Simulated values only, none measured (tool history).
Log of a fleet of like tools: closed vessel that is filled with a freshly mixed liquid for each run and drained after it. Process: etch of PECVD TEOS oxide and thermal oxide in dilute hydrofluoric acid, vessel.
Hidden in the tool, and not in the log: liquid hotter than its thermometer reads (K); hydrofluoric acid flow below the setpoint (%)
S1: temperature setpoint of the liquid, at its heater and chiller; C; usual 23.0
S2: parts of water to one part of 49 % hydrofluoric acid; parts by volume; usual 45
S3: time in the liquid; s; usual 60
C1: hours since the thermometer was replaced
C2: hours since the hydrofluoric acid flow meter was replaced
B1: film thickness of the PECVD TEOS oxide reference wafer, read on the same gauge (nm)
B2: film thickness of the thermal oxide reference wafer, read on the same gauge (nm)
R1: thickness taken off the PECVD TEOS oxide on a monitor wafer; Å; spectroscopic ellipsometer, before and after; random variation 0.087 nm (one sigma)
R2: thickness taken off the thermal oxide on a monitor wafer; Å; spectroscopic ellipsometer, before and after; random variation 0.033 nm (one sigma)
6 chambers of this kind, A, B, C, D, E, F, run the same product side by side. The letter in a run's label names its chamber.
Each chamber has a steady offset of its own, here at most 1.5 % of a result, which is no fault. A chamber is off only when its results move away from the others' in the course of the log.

run	hour	S1	S2	S3	C1	C2	B1	B2	R1	R2
# hour 2.5: chamber A: hydrofluoric acid flow meter replaced
1F	9.8	23.0	45	60	813.8	1363.2	70.003	140.00	285.29	61.740
2B	19.2	23.0	45	60	556.1	558.3	69.975	140.00	285.17	62.331
3D	27.2	23.0	45	60	335.1	123.8	70.018	139.98	289.18	61.291
4E	32.1	23.0	45	60	1175.8	1155.8	70.002	140.03	287.79	63.144
5A	41.6	23.0	45	60	1231.7	39.1	70.011	140.00	288.27	61.744
6C	47.4	23.0	45	60	1651.0	419.8	70.009	140.00	287.35	61.572
# hour 48.2: chamber A: thermometer replaced
# hour 52.6: chamber C: thermometer replaced
7B	56.9	23.0	45	60	593.8	596.0	70.004	140.02	285.35	62.712
8C	64.9	23.0	45	60	12.3	437.3	70.003	139.99	287.02	62.028
9F	72.4	23.0	45	60	876.4	1425.8	69.987	140.00	285.59	61.767
10E	77.7	23.0	45	60	1221.4	1201.4	69.971	139.99	285.09	62.550
11D	87.1	23.0	45	60	395.0	183.7	70.014	139.99	289.86	62.058
12A	94.9	23.0	45	60	46.8	92.4	70.001	140.00	286.82	62.184
13B	100.6	23.0	45	60	637.5	639.7	70.001	140.01	285.16	62.229
14F	112.0	23.0	45	60	916.0	1465.4	70.001	140.00	284.47	61.898
15C	120.6	23.0	45	60	68.0	493.0	69.997	139.99	287.19	62.028
16A	130.0	23.0	45	60	81.9	127.5	69.999	140.03	287.64	61.672
17E	139.9	23.0	45	60	1283.6	1263.6	69.997	140.01	285.33	62.513
18D	149.7	23.0	45	60	457.6	246.3	70.018	140.01	288.79	61.377
19B	156.7	23.0	45	60	693.6	695.8	69.990	139.99	283.88	62.854
20A	163.4	23.0	45	60	115.3	160.9	69.987	140.01	287.27	61.893
21C	171.8	23.0	45	60	119.2	544.2	69.996	139.96	287.16	61.267
22F	182.9	23.0	45	60	986.9	1536.3	70.003	139.99	284.82	61.863
23D	188.0	23.0	45	60	495.9	284.6	69.998	139.99	289.69	62.133
# hour 193.0: chamber F: hydrofluoric acid flow meter replaced
24E	194.6	27.5	45	85	1338.3	1318.3	70.005	140.01	486.97	105.940
25E	204.8	27.5	45	85	1348.5	1328.5	69.999	140.00	483.78	105.320
26B	215.3	27.5	45	85	752.2	754.4	69.984	140.01	483.13	105.420
27C	225.2	27.5	45	85	172.6	597.6	70.004	140.00	488.33	105.480
# hour 230.6: chamber C: hydrofluoric acid flow meter replaced
28F	233.5	27.5	45	85	1037.5	40.5	70.004	140.00	487.87	106.170
29A	239.3	27.5	45	85	191.2	236.8	70.009	140.00	489.74	105.340
30D	244.2	23.0	45	60	552.1	340.8	70.001	139.97	288.48	62.062
31E	250.8	23.0	45	60	1394.5	1374.5	69.995	140.00	286.24	62.610
32C	258.5	23.0	45	60	205.9	28.0	70.022	139.98	288.34	61.915
33D	269.2	23.0	45	60	577.1	365.8	69.986	140.03	289.25	62.477
34F	274.3	23.0	45	60	1078.3	81.3	69.982	139.99	287.27	62.252
35A	281.3	25.0	55	60	233.2	278.8	69.996	140.03	253.22	53.989
36B	291.4	25.0	55	60	828.3	830.5	69.998	140.00	250.54	54.442
37A	300.9	25.0	55	60	252.8	298.4	69.999	139.99	251.23	54.187
38F	310.1	25.0	55	60	1114.1	117.1	69.993	139.99	250.36	54.162
39D	319.5	25.0	55	60	627.4	416.1	70.003	140.03	254.00	54.587
40C	326.5	25.0	55	60	273.9	96.0	70.009	139.99	252.14	54.252
41E	335.5	23.0	45	60	1479.2	1459.2	70.013	140.02	284.02	62.855
42B	340.8	23.0	45	60	877.7	879.9	69.992	140.01	283.26	62.222
43B	347.2	23.0	45	60	884.1	886.3	69.995	140.00	284.35	62.241
44E	355.5	23.0	45	60	1499.2	1479.2	70.005	140.01	285.74	62.744

What goes on in this fleet: one chamber off, a drifting gauge, or nothing beyond the chambers' own small offsets? Name the chamber and the cause, if any.

No chamber stands off beyond its own small offset, and the gauge holds steady.
